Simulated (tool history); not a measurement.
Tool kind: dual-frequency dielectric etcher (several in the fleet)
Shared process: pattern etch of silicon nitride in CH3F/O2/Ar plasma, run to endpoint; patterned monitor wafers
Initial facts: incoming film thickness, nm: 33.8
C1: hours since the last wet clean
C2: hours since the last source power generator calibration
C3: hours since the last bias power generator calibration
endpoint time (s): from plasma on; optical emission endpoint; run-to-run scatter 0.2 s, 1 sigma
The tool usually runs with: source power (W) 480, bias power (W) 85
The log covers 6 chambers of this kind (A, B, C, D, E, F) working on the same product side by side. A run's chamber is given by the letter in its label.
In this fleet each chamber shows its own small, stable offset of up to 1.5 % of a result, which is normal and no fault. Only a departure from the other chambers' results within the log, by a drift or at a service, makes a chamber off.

Run 1F, day 0.112: usual settings; C1 133.1; C2 925.6; C3 2575.9. Result: endpoint time (s) 43.007.
Run 2B, day 0.238: usual settings; C1 512; C2 130.6; C3 2274.3. Result: endpoint time (s) 43.073.
Run 3D, day 0.367: usual settings; C1 382; C2 93; C3 1324. Result: endpoint time (s) 42.545.
Run 4E, day 0.538: usual settings; C1 149.8; C2 245.7; C3 1746.8. Result: endpoint time (s) 43.367.
Run 5A, day 0.654: usual settings; C1 208.7; C2 524.2; C3 3708.6. Result: endpoint time (s) 43.416.
Run 6C, day 0.762: usual settings; C1 415.4; C2 1632.9; C3 2237. Result: endpoint time (s) 43.114.
Run 7E, day 0.929: usual settings but source power (W) 430, bias power (W) 79; C1 159.2; C2 255.1; C3 1756.2. Result: endpoint time (s) 45.852.
Run 8F, day 1.062: usual settings but source power (W) 430, bias power (W) 79; C1 155.9; C2 948.4; C3 2598.7. Result: endpoint time (s) 45.75.
Run 9B, day 1.212: usual settings but source power (W) 430, bias power (W) 79; C1 535.4; C2 154; C3 2297.7. Result: endpoint time (s) 46.365.
Run 10D, day 1.312: usual settings but source power (W) 430, bias power (W) 79; C1 404.7; C2 115.7; C3 1346.7. Result: endpoint time (s) 45.415.
At day 1.4: chamber D: wet clean of the chamber.
Run 11A, day 1.425: usual settings but source power (W) 430, bias power (W) 79; C1 227.2; C2 542.7; C3 3727.1. Result: endpoint time (s) 46.214.
Run 12C, day 1.55: usual settings but source power (W) 430, bias power (W) 79; C1 434.3; C2 1651.8; C3 2255.9. Result: endpoint time (s) 45.587.
Run 13B, day 1.633: usual settings; C1 545.5; C2 164.1; C3 2307.8. Result: endpoint time (s) 43.459.
Run 14A, day 1.725: usual settings; C1 234.4; C2 549.9; C3 3734.3. Result: endpoint time (s) 43.112.
Run 15F, day 1.875: usual settings; C1 175.4; C2 967.9; C3 2618.2. Result: endpoint time (s) 43.044.
At day 1.908: chamber B: wet clean of the chamber.
Run 16E, day 2.038: usual settings; C1 185.8; C2 281.7; C3 1782.8. Result: endpoint time (s) 42.819.
Run 17D, day 2.129: usual settings; C1 17.5; C2 135.3; C3 1366.3. Result: endpoint time (s) 42.824.
Run 18C, day 2.304: usual settings but source power (W) 550, bias power (W) 68; C1 452.4; C2 1669.9; C3 2274. Result: endpoint time (s) 43.823.
Run 19F, day 2.412: usual settings but source power (W) 550, bias power (W) 68; C1 188.3; C2 980.8; C3 2631.1. Result: endpoint time (s) 43.657.
Run 20A, day 2.583: usual settings but source power (W) 550, bias power (W) 68; C1 255; C2 570.5; C3 3754.9. Result: endpoint time (s) 44.201.
Run 21D, day 2.675: usual settings but source power (W) 550, bias power (W) 68; C1 30.6; C2 148.4; C3 1379.4. Result: endpoint time (s) 43.161.
Run 22E, day 2.767: usual settings but source power (W) 550, bias power (W) 68; C1 203.3; C2 299.2; C3 1800.3. Result: endpoint time (s) 43.136.
Run 23B, day 2.933: usual settings but source power (W) 550, bias power (W) 68; C1 24.7; C2 195.3; C3 2339. Result: endpoint time (s) 44.562.
Run 24C, day 3.058: usual settings but source power (W) 560; C1 470.5; C2 1688; C3 2292.1. Result: endpoint time (s) 40.47.
Run 25D, day 3.154: usual settings but source power (W) 560; C1 42.1; C2 159.9; C3 1390.9. Result: endpoint time (s) 40.503.
Run 26B, day 3.279: usual settings but source power (W) 560; C1 33; C2 203.6; C3 2347.3. Result: endpoint time (s) 40.734.
Run 27E, day 3.367: usual settings but source power (W) 560; C1 217.7; C2 313.6; C3 1814.7. Result: endpoint time (s) 39.607.
Run 28F, day 3.479: usual settings but source power (W) 560; C1 213.9; C2 1006.4; C3 2656.7. Result: endpoint time (s) 40.116.
Run 29A, day 3.608: usual settings but source power (W) 560; C1 279.6; C2 595.1; C3 3779.5. Result: endpoint time (s) 40.763.
Run 30C, day 3.783: usual settings but source power (W) 420, bias power (W) 92; C1 487.9; C2 1705.4; C3 2309.5. Result: endpoint time (s) 43.885.
Run 31D, day 3.862: usual settings but source power (W) 420, bias power (W) 92; C1 59.1; C2 176.9; C3 1407.9. Result: endpoint time (s) 43.448.
Run 32B, day 3.983: usual settings but source power (W) 420, bias power (W) 92; C1 49.9; C2 220.5; C3 2364.2. Result: endpoint time (s) 44.162.
Run 33E, day 4.121: usual settings but source power (W) 420, bias power (W) 92; C1 235.8; C2 331.7; C3 1832.8. Result: endpoint time (s) 42.188.
At day 4.25: chamber C: bias power generator calibrated.
Run 34C, day 4.258: usual settings but source power (W) 420, bias power (W) 92; C1 499.3; C2 1716.8; C3 0.3. Result: endpoint time (s) 44.019.
Run 35A, day 4.429: usual settings but source power (W) 420, bias power (W) 92; C1 299.3; C2 614.8; C3 3799.2. Result: endpoint time (s) 44.263.
Run 36F, day 4.538: usual settings; C1 239.3; C2 1031.8; C3 2682.1. Result: endpoint time (s) 42.815.
Run 37D, day 4.621: usual settings but source power (W) 550; C1 77.3; C2 195.1; C3 1426.1. Result: endpoint time (s) 40.701.
Run 38A, day 4.771: usual settings but source power (W) 550; C1 307.5; C2 623; C3 3807.4. Result: endpoint time (s) 41.178.

Next, all 6 chambers run the settings below, one line each with question marks for the results. What does each chamber give?
Run 39A, day 4.904: usual settings. Result: endpoint time (s) ?.
Run 39B, day 4.904: usual settings. Result: endpoint time (s) ?.
Run 39C, day 4.904: usual settings. Result: endpoint time (s) ?.
Run 39D, day 4.904: usual settings. Result: endpoint time (s) ?.
Run 39E, day 4.904: usual settings. Result: endpoint time (s) ?.
Run 39F, day 4.904: usual settings. Result: endpoint time (s) ?.

run  endpoint time (s)
39A             43.174
39B             43.066
39C             43.187
39D             42.252
39E             40.492
39F             42.944
